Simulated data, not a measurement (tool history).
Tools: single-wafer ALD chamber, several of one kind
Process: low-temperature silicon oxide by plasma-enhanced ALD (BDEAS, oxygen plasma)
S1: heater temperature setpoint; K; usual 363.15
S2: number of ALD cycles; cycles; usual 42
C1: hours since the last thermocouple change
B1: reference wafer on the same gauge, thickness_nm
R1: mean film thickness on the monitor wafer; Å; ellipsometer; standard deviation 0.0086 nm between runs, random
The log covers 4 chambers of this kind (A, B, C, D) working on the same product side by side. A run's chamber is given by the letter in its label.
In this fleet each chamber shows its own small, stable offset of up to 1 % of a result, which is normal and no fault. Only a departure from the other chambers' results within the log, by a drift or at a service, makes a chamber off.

{"run": "1A", "hour": 14.2, "S1": 363.15, "S2": 42, "C1": 854.2, "B1": 5.6615, "R1": 62.591}
{"run": "2D", "hour": 26.4, "S1": 363.15, "S2": 42, "C1": 102.5, "B1": 5.6615, "R1": 61.802}
{"run": "3B", "hour": 36.5, "S1": 363.15, "S2": 42, "C1": 324.2, "B1": 5.6616, "R1": 61.627}
{"run": "4C", "hour": 44.3, "S1": 363.15, "S2": 42, "C1": 476.6, "B1": 5.664, "R1": 62.26}
{"run": "5B", "hour": 54.4, "S1": 363.15, "S2": 42, "C1": 342.1, "B1": 5.6644, "R1": 61.763}
{"run": "6A", "hour": 67.7, "S1": 363.15, "S2": 42, "C1": 907.7, "B1": 5.6663, "R1": 62.793}
{"run": "7C", "hour": 74.8, "S1": 363.15, "S2": 42, "C1": 507.1, "B1": 5.6656, "R1": 62.063}
{"run": "8D", "hour": 84.8, "S1": 363.15, "S2": 42, "C1": 160.9, "B1": 5.6631, "R1": 61.877}
{"run": "9C", "hour": 92.0, "S1": 363.15, "S2": 42, "C1": 524.3, "B1": 5.6641, "R1": 62.185}
{"run": "10D", "hour": 101.2, "S1": 363.15, "S2": 42, "C1": 177.3, "B1": 5.6671, "R1": 61.797}
{"run": "11B", "hour": 110.1, "S1": 363.15, "S2": 42, "C1": 397.8, "B1": 5.6699, "R1": 61.837}
{"run": "12A", "hour": 117.5, "S1": 363.15, "S2": 42, "C1": 957.5, "B1": 5.667, "R1": 62.769}
{"run": "13C", "hour": 129.3, "S1": 363.15, "S2": 42, "C1": 561.6, "B1": 5.6698, "R1": 62.509}
{"run": "14B", "hour": 140.3, "S1": 363.15, "S2": 42, "C1": 428, "B1": 5.6699, "R1": 61.789}
{"run": "15A", "hour": 152.3, "S1": 363.15, "S2": 42, "C1": 992.3, "B1": 5.6707, "R1": 62.806}
{"run": "16D", "hour": 165.7, "S1": 363.15, "S2": 42, "C1": 241.8, "B1": 5.6707, "R1": 61.865}
{"run": "17B", "hour": 176.2, "S1": 363.15, "S2": 49, "C1": 463.9, "B1": 5.672, "R1": 72.067}
{"run": "18D", "hour": 188.8, "S1": 363.15, "S2": 49, "C1": 264.9, "B1": 5.6721, "R1": 72.309}
{"run": "19C", "hour": 200.5, "S1": 363.15, "S2": 49, "C1": 632.8, "B1": 5.6751, "R1": 72.838}
{"run": "20A", "hour": 212.7, "S1": 363.15, "S2": 49, "C1": 1052.7, "B1": 5.6759, "R1": 73.226}
{"run": "21D", "hour": 220.9, "S1": 363.15, "S2": 42, "C1": 297, "B1": 5.6752, "R1": 62.039}
{"run": "22B", "hour": 228.8, "S1": 363.15, "S2": 42, "C1": 516.5, "B1": 5.6735, "R1": 61.776}
{"run": "23A", "hour": 238.0, "S1": 363.15, "S2": 42, "C1": 1078, "B1": 5.675, "R1": 62.891}
{"run": "24C", "hour": 251.1, "S1": 363.15, "S2": 42, "C1": 683.4, "B1": 5.6768, "R1": 62.338}
{"run": "25C", "hour": 260.0, "S1": 357.15, "S2": 46, "C1": 692.3, "B1": 5.6775, "R1": 69.893}
{"run": "26D", "hour": 267.5, "S1": 357.15, "S2": 46, "C1": 343.6, "B1": 5.6781, "R1": 69.392}
{"run": "27B", "hour": 280.2, "S1": 357.15, "S2": 46, "C1": 567.9, "B1": 5.681, "R1": 69.247}
{"run": "28A", "hour": 289.8, "S1": 357.15, "S2": 46, "C1": 1129.8, "B1": 5.6807, "R1": 70.314}
{"run": "29A", "hour": 303.6, "S1": 371.15, "S2": 34, "C1": 1143.6, "B1": 5.6804, "R1": 49.444}
{"run": "30B", "hour": 316.1, "S1": 371.15, "S2": 34, "C1": 603.8, "B1": 5.6828, "R1": 48.652}
{"run": "31D", "hour": 323.5, "S1": 371.15, "S2": 34, "C1": 399.6, "B1": 5.6825, "R1": 48.779}
{"run": "32C", "hour": 332.0, "S1": 371.15, "S2": 34, "C1": 764.3, "B1": 5.6823, "R1": 49.233}
{"run": "33A", "hour": 339.3, "S1": 363.15, "S2": 42, "C1": 1179.3, "B1": 5.6826, "R1": 62.95}
{"run": "34B", "hour": 346.8, "S1": 377.15, "S2": 42, "C1": 634.5, "B1": 5.6848, "R1": 59.34}
{"run": "35C", "hour": 357.4, "S1": 377.15, "S2": 42, "C1": 789.7, "B1": 5.6853, "R1": 59.934}
{"run": "36D", "hour": 370.6, "S1": 377.15, "S2": 42, "C1": 446.7, "B1": 5.685, "R1": 59.296}
{"run": "37C", "hour": 379.0, "S1": 377.15, "S2": 42, "C1": 811.3, "B1": 5.6879, "R1": 59.76}
{"run": "38B", "hour": 391.2, "S1": 363.15, "S2": 49, "C1": 678.9, "B1": 5.6889, "R1": 72.084}
{"run": "39D", "hour": 403.7, "S1": 363.15, "S2": 49, "C1": 479.8, "B1": 5.6878, "R1": 72.36}
{"run": "40A", "hour": 411.6, "S1": 363.15, "S2": 49, "C1": 1251.6, "B1": 5.6859, "R1": 73.489}
{"run": "41D", "hour": 419.0, "S1": 363.15, "S2": 49, "C1": 495.1, "B1": 5.6902, "R1": 72.46}
{"run": "42A", "hour": 431.7, "S1": 363.15, "S2": 42, "C1": 1271.7, "B1": 5.6896, "R1": 62.773}
{"run": "43B", "hour": 445.0, "S1": 363.15, "S2": 42, "C1": 732.7, "B1": 5.6922, "R1": 61.893}
{"run": "44C", "hour": 454.2, "S1": 363.15, "S2": 42, "C1": 886.5, "B1": 5.6896, "R1": 62.518}

Read the log: is a single chamber off, either drifting away or since a service, is the gauge that measures every chamber drifting, or is nothing wrong beyond small per-chamber offsets? Name any odd chamber and what most likely caused it.

It is the gauge, not a chamber: its drift shows up in every chamber's results at once, and no chamber is off.
What lies behind it: gauge reads high (%) = 0.566.
